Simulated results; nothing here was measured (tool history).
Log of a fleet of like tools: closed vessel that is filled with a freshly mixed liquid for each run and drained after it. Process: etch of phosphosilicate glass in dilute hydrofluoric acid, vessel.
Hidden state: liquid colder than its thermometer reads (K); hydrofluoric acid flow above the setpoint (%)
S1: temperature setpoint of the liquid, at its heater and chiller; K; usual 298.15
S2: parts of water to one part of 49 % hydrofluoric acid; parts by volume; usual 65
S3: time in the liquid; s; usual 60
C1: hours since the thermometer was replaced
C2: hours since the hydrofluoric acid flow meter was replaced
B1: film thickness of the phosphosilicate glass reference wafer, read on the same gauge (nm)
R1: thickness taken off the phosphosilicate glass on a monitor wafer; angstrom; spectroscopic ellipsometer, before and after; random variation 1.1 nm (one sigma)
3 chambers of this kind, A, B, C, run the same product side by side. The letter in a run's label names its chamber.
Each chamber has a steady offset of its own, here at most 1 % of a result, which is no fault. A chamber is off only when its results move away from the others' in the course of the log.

run 1C day=0.288 | S1=298.15 S2=65 S3=60 | C1=255.7 C2=498.8 | B1=80.016 | R1=1194.8
run 2B day=0.846 | S1=298.15 S2=65 S3=60 | C1=623.2 C2=188.1 | B1=79.979 | R1=1217.1
run 3A day=1.229 | S1=298.15 S2=65 S3=60 | C1=1121.5 C2=159.4 | B1=80.013 | R1=1174.3
-- day=1.446 chamber A: thermometer replaced
run 4C day=1.796 | S1=298.15 S2=65 S3=60 | C1=291.9 C2=535 | B1=79.987 | R1=1203.5
run 5A day=2.092 | S1=298.15 S2=65 S3=60 | C1=15.5 C2=180.1 | B1=80.007 | R1=1192.1
run 6B day=2.433 | S1=298.15 S2=65 S3=60 | C1=661.3 C2=226.2 | B1=79.98 | R1=1211.8
run 7C day=2.921 | S1=298.15 S2=65 S3=60 | C1=318.9 C2=562 | B1=79.979 | R1=1209
run 8B day=3.367 | S1=298.15 S2=65 S3=60 | C1=683.7 C2=248.6 | B1=80.01 | R1=1202.2
run 9A day=3.883 | S1=298.15 S2=65 S3=60 | C1=58.5 C2=223.1 | B1=80.029 | R1=1202.5
run 10B day=4.158 | S1=298.15 S2=65 S3=60 | C1=702.7 C2=267.6 | B1=79.98 | R1=1206.2
run 11A day=4.729 | S1=298.15 S2=65 S3=60 | C1=78.8 C2=243.4 | B1=80.008 | R1=1187.3
run 12C day=5.1 | S1=298.15 S2=65 S3=45 | C1=371.2 C2=614.3 | B1=80.009 | R1=921.18
run 13C day=5.529 | S1=298.15 S2=65 S3=45 | C1=381.5 C2=624.6 | B1=79.995 | R1=902.69
run 14B day=5.925 | S1=298.15 S2=65 S3=45 | C1=745.1 C2=310 | B1=79.98 | R1=902
run 15A day=6.538 | S1=298.15 S2=65 S3=60 | C1=122.2 C2=286.8 | B1=80.014 | R1=1198.4
run 16B day=6.867 | S1=298.15 S2=65 S3=60 | C1=767.7 C2=332.6 | B1=79.982 | R1=1213.4
run 17A day=7.367 | S1=298.15 S2=65 S3=60 | C1=142.1 C2=306.7 | B1=80.002 | R1=1185.4
run 18C day=7.833 | S1=298.15 S2=65 S3=60 | C1=436.8 C2=679.9 | B1=79.959 | R1=1277.8
run 19A day=8.454 | S1=298.15 S2=65 S3=60 | C1=168.2 C2=332.8 | B1=80.01 | R1=1185.4
run 20C day=9.025 | S1=298.15 S2=65 S3=60 | C1=465.4 C2=708.5 | B1=80.011 | R1=1250.4
run 21B day=9.304 | S1=298.15 S2=75 S3=90 | C1=826.2 C2=391.1 | B1=80 | R1=1557
run 22C day=9.721 | S1=298.15 S2=75 S3=90 | C1=482.1 C2=725.2 | B1=79.981 | R1=1584.4
run 23B day=10.058 | S1=298.15 S2=75 S3=90 | C1=844.3 C2=409.2 | B1=79.993 | R1=1562.4
run 24A day=10.354 | S1=298.15 S2=65 S3=60 | C1=213.8 C2=378.4 | B1=80.005 | R1=1202.7
run 25B day=10.858 | S1=298.15 S2=65 S3=60 | C1=863.5 C2=428.4 | B1=80.008 | R1=1214
run 26C day=11.138 | S1=298.15 S2=65 S3=60 | C1=516.1 C2=759.2 | B1=79.986 | R1=1284.7
run 27A day=11.621 | S1=298.15 S2=65 S3=60 | C1=244.2 C2=408.8 | B1=80.008 | R1=1185.1
run 28B day=12.229 | S1=298.15 S2=65 S3=60 | C1=896.4 C2=461.3 | B1=79.994 | R1=1205.6
run 29C day=12.846 | S1=298.15 S2=65 S3=60 | C1=557.1 C2=800.2 | B1=79.974 | R1=1292.6
run 30A day=13.196 | S1=298.15 S2=65 S3=60 | C1=282 C2=446.6 | B1=79.997 | R1=1176.9
run 31A day=13.492 | S1=298.15 S2=65 S3=60 | C1=289.1 C2=453.7 | B1=79.999 | R1=1192.1
run 32B day=13.971 | S1=298.15 S2=65 S3=60 | C1=938.2 C2=503.1 | B1=80.003 | R1=1210.8
run 33C day=14.35 | S1=298.15 S2=65 S3=60 | C1=593.2 C2=836.3 | B1=79.983 | R1=1304
run 34C day=14.879 | S1=298.15 S2=65 S3=45 | C1=605.9 C2=849 | B1=79.989 | R1=1006.5
run 35B day=15.408 | S1=298.15 S2=65 S3=45 | C1=972.7 C2=537.6 | B1=80.008 | R1=911.62

What goes on in this fleet: one chamber off, a drifting gauge, or nothing beyond the chambers' own small offsets? Name the chamber and the cause, if any.

Chamber C drifts away from the others.
Cause: hydrofluoric acid flow above the setpoint (%) = 10.4.
The log may not tell that from: liquid hotter than its thermometer reads (K).

Here are 4 candidates for chamber C's next run, each the usual settings with a change, their results left as question marks. Which one brings its results back in line with what the others give on the usual settings?
In line means no further than this from the other chambers' mean on the usual settings: R1 39 angstrom
run 36C-1 day=15.862 | S1=297.65 S2=70 S3=60 | R1=?
run 36C-2 day=15.862 | S1=299.15 S2=65 S3=60 | R1=?
run 36C-3 day=15.862 | S1=298.65 S2=65 S3=65 | R1=?
run 36C-4 day=15.862 | S1=297.15 S2=65 S3=60 | R1=?

The other chambers' mean on the usual settings: R1 1200.9 angstrom
run=36C-1 R1=1201.3
run=36C-2 R1=1384.3
run=36C-3 R1=1469.7
run=36C-4 R1=1275.9
36C-1 brings the chamber back in line.
